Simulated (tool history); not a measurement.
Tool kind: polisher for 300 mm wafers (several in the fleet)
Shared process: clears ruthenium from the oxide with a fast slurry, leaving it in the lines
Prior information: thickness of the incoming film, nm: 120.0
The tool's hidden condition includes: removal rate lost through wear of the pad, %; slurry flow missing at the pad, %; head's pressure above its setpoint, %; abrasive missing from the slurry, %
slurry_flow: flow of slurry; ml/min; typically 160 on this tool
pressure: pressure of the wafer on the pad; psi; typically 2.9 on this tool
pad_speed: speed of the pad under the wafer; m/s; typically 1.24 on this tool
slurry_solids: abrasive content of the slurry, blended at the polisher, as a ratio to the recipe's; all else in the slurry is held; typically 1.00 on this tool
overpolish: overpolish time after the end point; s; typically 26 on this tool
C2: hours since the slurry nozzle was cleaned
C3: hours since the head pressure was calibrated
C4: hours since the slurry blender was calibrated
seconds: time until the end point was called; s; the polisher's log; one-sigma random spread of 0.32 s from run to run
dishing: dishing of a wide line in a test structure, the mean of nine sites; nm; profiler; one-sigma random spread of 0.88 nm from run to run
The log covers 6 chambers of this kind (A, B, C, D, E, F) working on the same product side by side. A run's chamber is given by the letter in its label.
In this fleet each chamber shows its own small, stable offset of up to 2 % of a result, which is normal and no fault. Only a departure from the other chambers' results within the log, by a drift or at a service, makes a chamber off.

At hour 1.2: chamber A: head pressure recalibrated.
Run 1F, hour 5.2: usual settings; wafers polished on this pad 691; C2 340.3; C3 470.6; C4 8.3. Result: seconds 27.322 s, dishing 59.623 nm.
Run 2A, hour 8.7: usual settings; wafers polished on this pad 549; C2 202.7; C3 7.6; C4 293.8. Result: seconds 26.163 s, dishing 61.238 nm.
At hour 9.8: chamber B: worn pad replaced by a new one.
Run 3E, hour 12.9: usual settings; wafers polished on this pad 904; C2 663.8; C3 938.0; C4 65.4. Result: seconds 27.087 s, dishing 59.771 nm.
Run 4C, hour 15.9: usual settings; wafers polished on this pad 1188; C2 50.9; C3 567.2; C4 50.6. Result: seconds 26.409 s, dishing 60.019 nm.
Run 5D, hour 19.6: usual settings; wafers polished on this pad 326; C2 124.1; C3 522.0; C4 241.4. Result: seconds 26.253 s, dishing 59.236 nm.
At hour 22.6: chamber E: slurry nozzle cleaned.
At hour 24.6: chamber C: worn pad replaced by a new one.
Run 6B, hour 25.4: usual settings; wafers polished on this pad 115; C2 83.0; C3 168.3; C4 89.4. Result: seconds 26.330 s, dishing 59.999 nm.
Run 7B, hour 29.1: usual settings; wafers polished on this pad 142; C2 86.7; C3 172.0; C4 93.1. Result: seconds 26.444 s, dishing 59.625 nm.
Run 8C, hour 32.7: usual settings; wafers polished on this pad 60; C2 67.7; C3 584.0; C4 67.4. Result: seconds 27.061 s, dishing 58.838 nm.
Run 9E, hour 35.5: usual settings; wafers polished on this pad 1071; C2 13.0; C3 960.6; C4 88.0. Result: seconds 26.736 s, dishing 57.981 nm.
Run 10F, hour 39.7: usual settings; wafers polished on this pad 945; C2 374.8; C3 505.1; C4 42.8. Result: seconds 26.691 s, dishing 58.627 nm.
At hour 40.0: chamber D: worn pad replaced by a new one.
Run 11D, hour 44.4: usual settings; wafers polished on this pad 32; C2 148.9; C3 546.8; C4 266.2. Result: seconds 26.892 s, dishing 60.377 nm.
At hour 44.8: chamber A: slurry nozzle cleaned.
At hour 50.5: chamber F: worn pad replaced by a new one.
Run 12A, hour 50.5: usual settings but slurry_flow 180 ml/min; wafers polished on this pad 857; C2 5.8; C3 49.4; C4 335.6. Result: seconds 26.020 s, dishing 61.053 nm.
Run 13B, hour 54.1: usual settings but slurry_flow 180 ml/min; wafers polished on this pad 327; C2 111.7; C3 197.0; C4 118.1. Result: seconds 26.501 s, dishing 60.609 nm.
At hour 58.0: chamber D: slurry blender recalibrated.
Run 14C, hour 59.0: usual settings but slurry_flow 180 ml/min; wafers polished on this pad 254; C2 94.0; C3 610.3; C4 93.7. Result: seconds 26.526 s, dishing 59.120 nm.
Run 15F, hour 64.1: usual settings but slurry_flow 180 ml/min; wafers polished on this pad 100; C2 399.2; C3 529.5; C4 67.2. Result: seconds 26.205 s, dishing 59.340 nm.
Run 16E, hour 68.4: usual settings but slurry_flow 180 ml/min; wafers polished on this pad 1314; C2 45.9; C3 993.5; C4 120.9. Result: seconds 26.485 s, dishing 60.870 nm.
Run 17D, hour 72.0: usual settings but slurry_flow 180 ml/min; wafers polished on this pad 236; C2 176.5; C3 574.4; C4 14.1. Result: seconds 26.688 s, dishing 61.185 nm.
Run 18A, hour 77.1: usual settings; wafers polished on this pad 1053; C2 32.4; C3 76.0; C4 362.2. Result: seconds 26.661 s, dishing 59.614 nm.
Run 19D, hour 82.5: usual settings; wafers polished on this pad 313; C2 187.0; C3 584.9; C4 24.6. Result: seconds 26.221 s, dishing 61.475 nm.
Run 20E, hour 88.5: usual settings; wafers polished on this pad 1462; C2 66.0; C3 1013.6; C4 141.0. Result: seconds 26.900 s, dishing 59.945 nm.
At hour 92.1: chamber B: worn pad replaced by a new one.
Run 21F, hour 92.6: usual settings; wafers polished on this pad 310; C2 427.7; C3 558.0; C4 95.7. Result: seconds 27.158 s, dishing 60.622 nm.
Run 22A, hour 96.9: usual settings; wafers polished on this pad 1199; C2 52.2; C3 95.8; C4 382.0. Result: seconds 26.486 s, dishing 59.884 nm.
At hour 98.7: chamber E: worn pad replaced by a new one.
At hour 102.0: chamber A: worn pad replaced by a new one.
Run 23B, hour 102.9: usual settings; wafers polished on this pad 79; C2 160.5; C3 245.8; C4 166.9. Result: seconds 26.211 s, dishing 60.568 nm.
At hour 106.8: chamber E: slurry blender recalibrated.
Run 24C, hour 108.3: usual settings; wafers polished on this pad 617; C2 143.3; C3 659.6; C4 143.0. Result: seconds 27.029 s, dishing 57.738 nm.
Run 25D, hour 112.3: usual settings; wafers polished on this pad 533; C2 216.8; C3 614.7; C4 54.4. Result: seconds 26.513 s, dishing 60.849 nm.
At hour 116.1: chamber D: worn pad replaced by a new one.
Run 26B, hour 117.0: usual settings; wafers polished on this pad 183; C2 174.6; C3 259.9; C4 181.0. Result: seconds 26.437 s, dishing 59.944 nm.
At hour 117.9: chamber C: slurry blender recalibrated.
Run 27A, hour 120.9: usual settings but slurry_solids 1.25, overpolish 35 s; wafers polished on this pad 139; C2 76.2; C3 119.8; C4 406.0. Result: seconds 24.680 s, dishing 70.148 nm.
Run 28E, hour 125.7: usual settings but slurry_solids 1.25, overpolish 35 s; wafers polished on this pad 199; C2 103.2; C3 1050.8; C4 19.0. Result: seconds 25.005 s, dishing 71.232 nm.
Run 29C, hour 132.0: usual settings but slurry_solids 1.25, overpolish 35 s; wafers polished on this pad 792; C2 167.0; C3 683.3; C4 14.2. Result: seconds 24.712 s, dishing 69.816 nm.
At hour 134.9: chamber B: slurry blender recalibrated.
Run 30F, hour 137.6: usual settings but slurry_solids 1.25, overpolish 35 s; wafers polished on this pad 642; C2 472.7; C3 603.0; C4 140.7. Result: seconds 24.524 s, dishing 69.990 nm.
Run 31E, hour 142.3: usual settings but slurry_solids 1.25, overpolish 35 s; wafers polished on this pad 321; C2 119.8; C3 1067.4; C4 35.6. Result: seconds 24.244 s, dishing 70.335 nm.
Run 32A, hour 148.1: usual settings but slurry_solids 1.25, overpolish 35 s; wafers polished on this pad 340; C2 103.4; C3 147.0; C4 433.2. Result: seconds 24.163 s, dishing 69.887 nm.
Run 33C, hour 154.0: usual settings; wafers polished on this pad 954; C2 189.0; C3 705.3; C4 36.2. Result: seconds 26.493 s, dishing 59.388 nm.
Run 34D, hour 159.3: usual settings; wafers polished on this pad 318; C2 263.8; C3 661.7; C4 101.4. Result: seconds 26.483 s, dishing 59.935 nm.
At hour 162.9: chamber F: slurry blender recalibrated.
Run 35B, hour 164.9: usual settings; wafers polished on this pad 536; C2 222.5; C3 307.8; C4 30.0. Result: seconds 26.691 s, dishing 60.668 nm.
Run 36F, hour 169.5: usual settings; wafers polished on this pad 877; C2 504.6; C3 634.9; C4 6.7. Result: seconds 26.711 s, dishing 60.010 nm.
At hour 175.1: chamber F: worn pad replaced by a new one.
Run 37C, hour 175.2: usual settings; wafers polished on this pad 1111; C2 210.2; C3 726.5; C4 57.4. Result: seconds 26.995 s, dishing 59.195 nm.
Run 38A, hour 180.7: usual settings; wafers polished on this pad 580; C2 136.0; C3 179.6; C4 465.8. Result: seconds 27.236 s, dishing 61.840 nm.
At hour 182.4: chamber D: worn pad replaced by a new one.
Run 39D, hour 183.4: usual settings; wafers polished on this pad 7; C2 287.9; C3 685.8; C4 125.5. Result: seconds 26.259 s, dishing 59.590 nm.
Run 40F, hour 188.6: usual settings; wafers polished on this pad 99; C2 523.7; C3 654.0; C4 25.8. Result: seconds 26.597 s, dishing 57.705 nm.
Run 41E, hour 192.2: usual settings but pad_speed 1.50 m/s, overpolish 35 s; wafers polished on this pad 689; C2 169.7; C3 1117.3; C4 85.5. Result: seconds 22.485 s, dishing 71.749 nm.

Predict what each chamber gives when all 6 of them run the settings below next.
Run 42A, hour 196.6: usual settings but pressure 2.0 psi. Result: seconds ?, dishing ?.
Run 42B, hour 196.6: usual settings but pressure 2.0 psi. Result: seconds ?, dishing ?.
Run 42C, hour 196.6: usual settings but pressure 2.0 psi. Result: seconds ?, dishing ?.
Run 42D, hour 196.6: usual settings but pressure 2.0 psi. Result: seconds ?, dishing ?.
Run 42E, hour 196.6: usual settings but pressure 2.0 psi. Result: seconds ?, dishing ?.
Run 42F, hour 196.6: usual settings but pressure 2.0 psi. Result: seconds ?, dishing ?.

run  seconds  dishing
42A   38.464   49.115
42B   38.829   49.765
42C   38.747   48.263
42D   37.631   48.781
42E   39.062   48.386
42F   37.902   46.718

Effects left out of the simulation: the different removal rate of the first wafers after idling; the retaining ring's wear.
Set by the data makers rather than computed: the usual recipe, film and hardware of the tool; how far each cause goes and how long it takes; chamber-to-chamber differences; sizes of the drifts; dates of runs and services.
